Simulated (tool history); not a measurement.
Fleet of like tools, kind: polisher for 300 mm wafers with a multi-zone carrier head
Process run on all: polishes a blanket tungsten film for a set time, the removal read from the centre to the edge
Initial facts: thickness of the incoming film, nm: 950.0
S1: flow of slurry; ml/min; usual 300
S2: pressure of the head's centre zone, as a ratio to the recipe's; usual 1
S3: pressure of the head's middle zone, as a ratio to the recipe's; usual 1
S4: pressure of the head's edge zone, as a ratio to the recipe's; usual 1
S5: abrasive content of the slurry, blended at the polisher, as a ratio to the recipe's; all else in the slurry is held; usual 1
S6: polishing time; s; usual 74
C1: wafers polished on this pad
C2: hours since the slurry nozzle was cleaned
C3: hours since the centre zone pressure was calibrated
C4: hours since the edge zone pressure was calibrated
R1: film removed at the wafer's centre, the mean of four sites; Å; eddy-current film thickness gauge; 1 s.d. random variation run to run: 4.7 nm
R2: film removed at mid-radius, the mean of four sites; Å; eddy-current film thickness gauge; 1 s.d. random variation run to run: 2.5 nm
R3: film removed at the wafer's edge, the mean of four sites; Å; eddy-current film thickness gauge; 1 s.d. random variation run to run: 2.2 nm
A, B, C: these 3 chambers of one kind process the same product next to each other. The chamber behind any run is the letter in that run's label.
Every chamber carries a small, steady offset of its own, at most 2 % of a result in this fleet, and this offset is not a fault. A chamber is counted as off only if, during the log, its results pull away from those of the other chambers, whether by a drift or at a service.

| run | day | S1 | S2 | S3 | S4 | S5 | S6 | C1 | C2 | C3 | C4 | R1 | R2 | R3 |
|---|---|---|---|---|---|---|---|---|---|---|---|---|---|---|
| 1C | 0.267 | 300 | 1 | 1 | 1 | 1 | 74 | 1314 | 113.2 | 363.5 | 144.9 | 3551.3 | 3468.2 | 3482.1 |
|  | 0.688 | chamber C: worn pad replaced by a new one |
| 2A | 0.758 | 300 | 1 | 1 | 1 | 1 | 74 | 379 | 200 | 1157.1 | 104.7 | 3471.4 | 3434.9 | 3429.6 |
| 3B | 1 | 300 | 1 | 1 | 1 | 1 | 74 | 247 | 29.1 | 1058.4 | 243.3 | 3455.5 | 3456.5 | 3515.8 |
| 4B | 1.258 | 300 | 1 | 1 | 1 | 1 | 74 | 308 | 35.3 | 1064.6 | 249.5 | 3400.6 | 3477 | 3500.3 |
| 5A | 1.733 | 300 | 1 | 1 | 1 | 1 | 74 | 609 | 223.4 | 1180.5 | 128.1 | 3387.1 | 3422.5 | 3393 |
|  | 2.075 | chamber A: centre zone pressure recalibrated |
| 6C | 2.208 | 300 | 1 | 1.08 | 1 | 1 | 74 | 358 | 159.8 | 410.1 | 191.5 | 3445.2 | 3654.2 | 3455.3 |
| 7A | 2.646 | 300 | 1 | 1.08 | 1 | 1 | 74 | 824 | 245.3 | 13.7 | 150 | 3504.5 | 3679.2 | 3393.6 |
| 8B | 3.075 | 300 | 1 | 1.08 | 1 | 1 | 74 | 735 | 78.9 | 1108.2 | 293.1 | 3439.4 | 3715.5 | 3459.5 |
| 9C | 3.542 | 300 | 1 | 1 | 1 | 1 | 74 | 672 | 191.8 | 442.1 | 223.5 | 3436.4 | 3384.8 | 3494.9 |
| 10B | 4.071 | 300 | 1 | 1 | 1 | 1 | 74 | 970 | 102.8 | 1132.1 | 317 | 3374.5 | 3457.5 | 3542.5 |
| 11A | 4.558 | 300 | 1 | 1 | 1 | 1 | 74 | 1274 | 291.2 | 59.6 | 195.9 | 3487.1 | 3402.3 | 3438 |
| 12C | 5.062 | 300 | 1 | 1 | 1 | 1 | 74 | 1030 | 228.3 | 478.6 | 260 | 3455.1 | 3411.2 | 3481.1 |
| 13C | 5.371 | 300 | 1 | 1 | 1 | 1 | 74 | 1103 | 235.7 | 486 | 267.4 | 3573.9 | 3401.9 | 3487.8 |
|  | 5.883 | chamber B: worn pad replaced by a new one |
| 14A | 5.9 | 300 | 1 | 1 | 1 | 1 | 74 | 1589 | 323.4 | 91.8 | 228.1 | 3462 | 3437.1 | 3452.1 |
| 15B | 6.392 | 300 | 1 | 1 | 1 | 1 | 74 | 119 | 158.5 | 1187.8 | 372.7 | 3406.7 | 3502.1 | 3518.7 |
| 16A | 6.708 | 300 | 1 | 1 | 1 | 1 | 74 | 1779 | 342.8 | 111.2 | 247.5 | 3484.6 | 3404.8 | 3414.7 |
|  | 6.912 | chamber C: worn pad replaced by a new one |
| 17C | 7.1 | 300 | 1 | 1 | 1 | 1 | 74 | 45 | 277.2 | 527.5 | 308.9 | 3511.2 | 3418.6 | 3477 |
| 18B | 7.417 | 300 | 1 | 1 | 1 | 1 | 74 | 360 | 183.1 | 1212.4 | 397.3 | 3438.7 | 3491.7 | 3484.7 |
| 19A | 7.954 | 300 | 1 | 1 | 1 | 1 | 74 | 2073 | 372.7 | 141.1 | 277.4 | 3367.9 | 3332.6 | 3386.5 |
| 20C | 8.45 | 300 | 1 | 1 | 1 | 1 | 74 | 362 | 309.6 | 559.9 | 341.3 | 3416 | 3390.7 | 3451.3 |
| 21B | 8.988 | 300 | 1 | 1 | 1 | 1 | 74 | 730 | 220.8 | 1250.1 | 435 | 3363.8 | 3501.1 | 3478.8 |
|  | 9.45 | chamber A: slurry nozzle cleaned |
| 22A | 9.479 | 300 | 1 | 1 | 1 | 1 | 74 | 2432 | 0.8 | 177.7 | 314 | 3339.7 | 3297.3 | 3308.8 |
| 23B | 9.825 | 300 | 1 | 1 | 1 | 1 | 74 | 927 | 240.9 | 1270.2 | 455.1 | 3466.7 | 3465.3 | 3509.5 |
| 24C | 10.162 | 300 | 1 | 1 | 1 | 1 | 74 | 765 | 350.7 | 601 | 382.4 | 3430.9 | 3431.2 | 3482.8 |
| 25A | 10.642 | 300 | 1 | 1 | 1 | 1 | 74 | 2705 | 28.7 | 205.6 | 341.9 | 3227.5 | 3238.4 | 3256.6 |
| 26C | 10.879 | 300 | 1 | 1 | 1 | 1 | 74 | 934 | 367.9 | 618.2 | 399.6 | 3450.1 | 3415 | 3483.1 |
|  | 11.092 | chamber B: worn pad replaced by a new one |
| 27B | 11.238 | 300 | 1 | 1 | 1 | 1 | 74 | 34 | 274.8 | 1304.1 | 489 | 3425.4 | 3458.8 | 3507.2 |
| 28C | 11.658 | 300 | 1 | 1 | 1 | 1 | 74 | 1117 | 386.6 | 636.9 | 418.3 | 3379.8 | 3392.6 | 3489.2 |
|  | 12.079 | chamber C: centre zone pressure recalibrated |
| 29A | 12.121 | 300 | 1 | 1 | 1 | 1 | 74 | 3053 | 64.2 | 241.1 | 377.4 | 3149.3 | 3162.9 | 3200.7 |
| 30B | 12.358 | 300 | 1 | 1 | 1 | 1 | 74 | 298 | 301.7 | 1331 | 515.9 | 3428.2 | 3417.6 | 3510.9 |
| 31A | 12.762 | 300 | 1 | 1 | 1 | 1 | 74 | 3204 | 79.6 | 256.5 | 392.8 | 3145.2 | 3145.2 | 3188.9 |
|  | 13.112 | chamber C: worn pad replaced by a new one |
| 32B | 13.129 | 300 | 1 | 1 | 1 | 1 | 74 | 479 | 320.2 | 1349.5 | 534.4 | 3496 | 3458.1 | 3512.8 |
| 33C | 13.654 | 300 | 1 | 1 | 1 | 1 | 74 | 128 | 434.5 | 37.8 | 466.2 | 3459.2 | 3410.6 | 3471.6 |
| 34B | 13.95 | 300 | 1 | 1 | 1 | 1 | 83 | 672 | 339.9 | 1369.2 | 554.1 | 3909.6 | 3893.3 | 3940.1 |
| 35A | 14.404 | 300 | 1 | 1 | 1 | 1 | 83 | 3590 | 119 | 295.9 | 432.2 | 3560.8 | 3478.6 | 3470.5 |
| 36C | 14.671 | 300 | 1 | 1 | 1 | 1 | 83 | 367 | 458.9 | 62.2 | 490.6 | 3885.2 | 3814.9 | 3918.8 |

All chambers now run identical settings, listed one chamber a line with results as question marks. What results will each chamber show?
| 37A | 15.058 | 300 | 1 | 1 | 1 | 1 | 74 |  |  |  |  | ? | ? | ? |
| 37B | 15.058 | 300 | 1 | 1 | 1 | 1 | 74 |  |  |  |  | ? | ? | ? |
| 37C | 15.058 | 300 | 1 | 1 | 1 | 1 | 74 |  |  |  |  | ? | ? | ? |

| run | R1 | R2 | R3 |
|---|---|---|---|
| 37A | 3051 | 3067.3 | 3058 |
| 37B | 3406.6 | 3469.6 | 3501.2 |
| 37C | 3466.8 | 3423.2 | 3475.6 |
